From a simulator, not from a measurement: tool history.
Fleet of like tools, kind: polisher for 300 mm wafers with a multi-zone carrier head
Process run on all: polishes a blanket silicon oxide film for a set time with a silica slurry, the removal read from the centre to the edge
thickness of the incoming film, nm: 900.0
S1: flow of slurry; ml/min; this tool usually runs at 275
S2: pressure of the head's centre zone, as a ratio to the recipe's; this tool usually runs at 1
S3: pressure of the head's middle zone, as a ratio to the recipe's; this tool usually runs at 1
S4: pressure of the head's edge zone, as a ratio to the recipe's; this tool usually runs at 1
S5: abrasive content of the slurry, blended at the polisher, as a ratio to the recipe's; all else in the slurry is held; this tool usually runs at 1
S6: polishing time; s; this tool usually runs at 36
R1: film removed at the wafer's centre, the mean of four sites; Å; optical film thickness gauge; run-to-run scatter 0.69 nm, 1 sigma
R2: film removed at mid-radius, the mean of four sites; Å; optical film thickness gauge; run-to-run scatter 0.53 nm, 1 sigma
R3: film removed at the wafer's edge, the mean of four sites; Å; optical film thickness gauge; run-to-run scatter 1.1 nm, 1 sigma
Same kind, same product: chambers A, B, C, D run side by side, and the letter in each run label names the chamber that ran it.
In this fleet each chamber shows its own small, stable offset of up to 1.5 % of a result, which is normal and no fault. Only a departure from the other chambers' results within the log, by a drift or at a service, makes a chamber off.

{"run": "1B", "hour": 8.9, "S1": 275, "S2": 1, "S3": 1, "S4": 1, "S5": 1, "S6": 36, "R1": 808.9, "R2": 801.9, "R3": 813.88}
{"run": "2C", "hour": 14.4, "S1": 275, "S2": 1, "S3": 1, "S4": 1, "S5": 1, "S6": 36, "R1": 802.49, "R2": 798.66, "R3": 803.74}
{"run": "3A", "hour": 24.1, "S1": 275, "S2": 1, "S3": 1, "S4": 1, "S5": 1, "S6": 36, "R1": 810.72, "R2": 801.99, "R3": 803.13}
{"hour": 31.7, "done": "chamber D: worn pad replaced by a new one"}
{"hour": 32.7, "done": "chamber B: worn pad replaced by a new one"}
{"run": "4D", "hour": 32.9, "S1": 275, "S2": 1, "S3": 1, "S4": 1, "S5": 1, "S6": 36, "R1": 807.53, "R2": 795.84, "R3": 808.09}
{"hour": 39.0, "done": "chamber C: worn pad replaced by a new one"}
{"run": "5C", "hour": 39.7, "S1": 275, "S2": 1, "S3": 1, "S4": 1, "S5": 1, "S6": 36, "R1": 812.14, "R2": 801.08, "R3": 825.34}
{"run": "6A", "hour": 50.4, "S1": 275, "S2": 1, "S3": 1, "S4": 1, "S5": 1, "S6": 36, "R1": 814.07, "R2": 806.44, "R3": 795.62}
{"run": "7B", "hour": 61.1, "S1": 275, "S2": 1, "S3": 1.04, "S4": 1, "S5": 1, "S6": 36, "R1": 804.08, "R2": 834.21, "R3": 805.69}
{"run": "8D", "hour": 71.7, "S1": 275, "S2": 1, "S3": 1.04, "S4": 1, "S5": 1, "S6": 36, "R1": 802.51, "R2": 826.46, "R3": 808.77}
{"run": "9D", "hour": 81.8, "S1": 275, "S2": 1, "S3": 1.04, "S4": 1, "S5": 1, "S6": 36, "R1": 806.09, "R2": 833.46, "R3": 838.35}
{"run": "10C", "hour": 87.2, "S1": 275, "S2": 1, "S3": 1.04, "S4": 1, "S5": 1, "S6": 36, "R1": 792.82, "R2": 818.42, "R3": 798.54}
{"run": "11B", "hour": 95.8, "S1": 275, "S2": 1, "S3": 1, "S4": 1, "S5": 1, "S6": 36, "R1": 816.16, "R2": 801.18, "R3": 799.03}
{"hour": 99.9, "done": "chamber B: worn pad replaced by a new one"}
{"run": "12A", "hour": 102.3, "S1": 275, "S2": 1, "S3": 1, "S4": 1, "S5": 1, "S6": 36, "R1": 811.78, "R2": 811.8, "R3": 790.6}
{"hour": 103.6, "done": "chamber A: worn pad replaced by a new one"}
{"hour": 105.9, "done": "chamber A: slurry nozzle cleaned"}
{"run": "13A", "hour": 111.0, "S1": 275, "S2": 1, "S3": 1, "S4": 1, "S5": 1, "S6": 36, "R1": 806.83, "R2": 815.4, "R3": 805.75}
{"hour": 111.5, "done": "chamber B: centre zone pressure recalibrated"}
{"hour": 115.4, "done": "chamber C: worn pad replaced by a new one"}
{"run": "14D", "hour": 118.6, "S1": 275, "S2": 1, "S3": 1, "S4": 1, "S5": 1, "S6": 36, "R1": 802.56, "R2": 796.08, "R3": 803.61}
{"run": "15C", "hour": 124.7, "S1": 275, "S2": 1, "S3": 1, "S4": 1, "S5": 1, "S6": 36, "R1": 798.98, "R2": 790.89, "R3": 772.48}
{"hour": 135.0, "done": "chamber D: worn pad replaced by a new one"}
{"run": "16B", "hour": 135.2, "S1": 275, "S2": 1, "S3": 1, "S4": 1, "S5": 1, "S6": 36, "R1": 809.4, "R2": 814.67, "R3": 802.86}
{"hour": 142.2, "done": "chamber A: centre zone pressure recalibrated"}
{"run": "17D", "hour": 143.3, "S1": 275, "S2": 1, "S3": 1, "S4": 1, "S5": 1, "S6": 36, "R1": 812.29, "R2": 804.65, "R3": 825.6}
{"run": "18A", "hour": 149.5, "S1": 275, "S2": 1, "S3": 1, "S4": 1, "S5": 1, "S6": 36, "R1": 799.02, "R2": 813.07, "R3": 795.99}
{"run": "19C", "hour": 156.4, "S1": 275, "S2": 1, "S3": 1, "S4": 1, "S5": 1, "S6": 36, "R1": 786.17, "R2": 778.35, "R3": 782.35}
{"run": "20B", "hour": 167.1, "S1": 275, "S2": 1, "S3": 0.96, "S4": 1, "S5": 1, "S6": 36, "R1": 797.97, "R2": 765.25, "R3": 815.03}
{"hour": 168.0, "done": "chamber B: worn pad replaced by a new one"}
{"run": "21B", "hour": 175.5, "S1": 275, "S2": 1, "S3": 0.96, "S4": 1, "S5": 1, "S6": 36, "R1": 811.57, "R2": 774.42, "R3": 804.73}
{"run": "22A", "hour": 183.7, "S1": 275, "S2": 1, "S3": 0.96, "S4": 1, "S5": 1, "S6": 36, "R1": 808.74, "R2": 782.39, "R3": 807.29}
{"hour": 188.0, "done": "chamber D: edge zone pressure recalibrated"}
{"run": "23C", "hour": 189.4, "S1": 275, "S2": 1, "S3": 0.96, "S4": 1, "S5": 1, "S6": 36, "R1": 768.64, "R2": 741.53, "R3": 769.33}
{"hour": 194.7, "done": "chamber C: worn pad replaced by a new one"}
{"run": "24D", "hour": 198.9, "S1": 275, "S2": 1, "S3": 1, "S4": 1, "S5": 1, "S6": 36, "R1": 792.9, "R2": 801.82, "R3": 807.15}
{"run": "25A", "hour": 204.0, "S1": 275, "S2": 1, "S3": 1, "S4": 1, "S5": 1, "S6": 36, "R1": 818.49, "R2": 805.49, "R3": 788.58}
{"run": "26B", "hour": 213.8, "S1": 275, "S2": 1, "S3": 1, "S4": 1, "S5": 1, "S6": 44, "R1": 1005, "R2": 978.83, "R3": 974.01}
{"run": "27D", "hour": 221.0, "S1": 275, "S2": 1, "S3": 1, "S4": 1, "S5": 1, "S6": 44, "R1": 986.95, "R2": 985.66, "R3": 990.85}
{"run": "28C", "hour": 228.3, "S1": 275, "S2": 1, "S3": 1, "S4": 1, "S5": 1, "S6": 44, "R1": 912.48, "R2": 916.94, "R3": 947.6}
{"run": "29C", "hour": 238.4, "S1": 275, "S2": 1, "S3": 1, "S4": 1, "S5": 1, "S6": 44, "R1": 912.44, "R2": 910.88, "R3": 931.84}
{"hour": 248.2, "done": "chamber B: worn pad replaced by a new one"}
{"run": "30B", "hour": 248.3, "S1": 275, "S2": 1, "S3": 1, "S4": 1, "S5": 1, "S6": 36, "R1": 807.19, "R2": 799.35, "R3": 823.14}

The same settings go to every chamber for the next run, one line per chamber below. Forecast the results for each:
{"run": "31A", "hour": 256.2, "S1": 225, "S2": 1, "S3": 1, "S4": 1, "S5": 1, "S6": 36, "R1": "?", "R2": "?", "R3": "?"}
{"run": "31B", "hour": 256.2, "S1": 225, "S2": 1, "S3": 1, "S4": 1, "S5": 1, "S6": 36, "R1": "?", "R2": "?", "R3": "?"}
{"run": "31C", "hour": 256.2, "S1": 225, "S2": 1, "S3": 1, "S4": 1, "S5": 1, "S6": 36, "R1": "?", "R2": "?", "R3": "?"}
{"run": "31D", "hour": 256.2, "S1": 225, "S2": 1, "S3": 1, "S4": 1, "S5": 1, "S6": 36, "R1": "?", "R2": "?", "R3": "?"}

run=31A R1=786.29 R2=783.67 R3=787.63
run=31B R1=791.17 R2=784.23 R3=777.97
run=31C R1=708.83 R2=709.36 R3=750.67
run=31D R1=795.63 R2=784.85 R3=799.49

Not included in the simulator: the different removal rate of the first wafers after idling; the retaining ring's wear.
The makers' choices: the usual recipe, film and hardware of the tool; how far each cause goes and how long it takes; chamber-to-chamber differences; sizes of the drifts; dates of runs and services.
